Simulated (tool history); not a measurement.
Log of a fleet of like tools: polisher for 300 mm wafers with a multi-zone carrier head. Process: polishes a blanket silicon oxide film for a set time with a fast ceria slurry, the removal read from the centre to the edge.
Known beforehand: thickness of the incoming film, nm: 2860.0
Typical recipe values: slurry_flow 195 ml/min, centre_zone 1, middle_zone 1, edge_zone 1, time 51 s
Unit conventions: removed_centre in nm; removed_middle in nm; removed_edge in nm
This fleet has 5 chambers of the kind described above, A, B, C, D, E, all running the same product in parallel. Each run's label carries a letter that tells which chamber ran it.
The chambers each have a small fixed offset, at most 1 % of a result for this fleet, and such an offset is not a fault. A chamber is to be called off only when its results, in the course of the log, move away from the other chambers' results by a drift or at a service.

run	hour	slurry_flow	centre_zone	middle_zone	edge_zone	time	removed_centre	removed_middle	removed_edge
# hour 9.8: chamber E: worn pad replaced by a new one
1A	10.4	195	1	1	1	51	485.28	470.76	484.78
2B	16.3	195	1	1	1	51	478.46	478.94	481.03
3D	24.2	195	1	1	1	51	477.89	475.72	481.00
# hour 28.1: chamber A: worn pad replaced by a new one
4C	31.9	195	1	1	1	51	478.31	471.36	471.01
# hour 34.3: chamber D: worn pad replaced by a new one
# hour 35.5: chamber C: worn pad replaced by a new one
# hour 36.6: chamber B: edge zone pressure recalibrated
5E	40.2	195	1	1	1	51	475.42	484.25	473.31
# hour 49.5: chamber B: worn pad replaced by a new one
6A	50.4	195	1	1	1	51	474.93	478.23	486.98
7E	59.4	195	1	1	1	51	477.27	477.30	480.84
8C	66.6	195	1	1	1	51	474.91	476.45	479.94
# hour 68.9: chamber D: slurry nozzle cleaned
9D	74.3	195	1	1	1	51	480.40	478.80	483.96
10B	83.7	195	1	1	1	51	478.03	476.84	473.68
11B	90.4	195	1	1	1	51	485.12	480.70	479.05
12D	95.6	195	1	1	1	51	473.20	474.45	482.16
# hour 96.0: chamber C: worn pad replaced by a new one
# hour 101.8: chamber C: centre zone pressure recalibrated
13E	103.0	195	1	1	1	51	476.09	479.13	485.84
# hour 103.1: chamber B: worn pad replaced by a new one
# hour 106.1: chamber E: worn pad replaced by a new one
14C	112.9	195	1	1	1	51	472.23	479.86	466.73
# hour 118.0: chamber A: worn pad replaced by a new one
15A	121.7	195	1	1	1	51	476.64	479.39	493.44
16C	129.1	195	1	1	1	51	473.27	474.34	462.58
# hour 135.7: chamber D: worn pad replaced by a new one
17E	138.9	195	1	1	1	51	469.89	478.23	476.70
18A	145.9	195	1	1	1	51	473.21	473.54	484.10
# hour 151.4: chamber B: worn pad replaced by a new one
19D	154.3	195	1	1	1	51	471.80	476.03	475.74
20B	159.4	195	1	1	1	51	487.60	480.33	482.96
21C	167.8	195	1	1	1	59	542.23	550.22	549.64
# hour 172.4: chamber A: slurry nozzle cleaned
# hour 172.8: chamber C: worn pad replaced by a new one
22E	175.3	195	1	1	1	59	557.43	552.63	550.07
# hour 181.3: chamber B: slurry nozzle cleaned
23D	182.3	195	1	1	1	59	554.68	544.23	551.44
# hour 187.6: chamber E: worn pad replaced by a new one
24B	188.1	195	1	1	1	59	554.27	549.70	565.93
25A	193.5	195	1	1	1	59	554.85	550.78	560.36
# hour 197.3: chamber A: worn pad replaced by a new one
26E	201.8	195	1	1	1	51	483.55	482.30	485.53
# hour 202.4: chamber B: worn pad replaced by a new one
27C	208.8	195	1	1	1	51	477.37	474.88	476.33
28B	217.2	195	1	1	1	51	471.17	477.00	481.97
29D	224.3	195	1	1	1	45	426.37	413.19	431.35
# hour 224.5: chamber D: centre zone pressure recalibrated
30A	234.9	195	1	1	1	45	426.06	418.90	424.43
# hour 242.7: chamber D: worn pad replaced by a new one
31D	244.2	195	1	1	1	45	423.20	416.26	423.37
# hour 245.2: chamber C: worn pad replaced by a new one
32C	250.1	195	1	1	1	45	414.53	419.16	412.96
33B	256.9	195	1	1	1	45	422.41	419.90	429.72

For the next run the whole fleet of 5 chambers uses the same settings. Give each chamber's results:
34A	264.6	195	1	1	1	39	?	?	?
34B	264.6	195	1	1	1	39	?	?	?
34C	264.6	195	1	1	1	39	?	?	?
34D	264.6	195	1	1	1	39	?	?	?
34E	264.6	195	1	1	1	39	?	?	?

run	removed_centre	removed_middle	removed_edge
34A	367.62	366.58	363.51
34B	367.89	368.86	361.64
34C	367.04	370.69	363.87
34D	363.12	366.92	367.83
34E	362.45	363.57	366.38
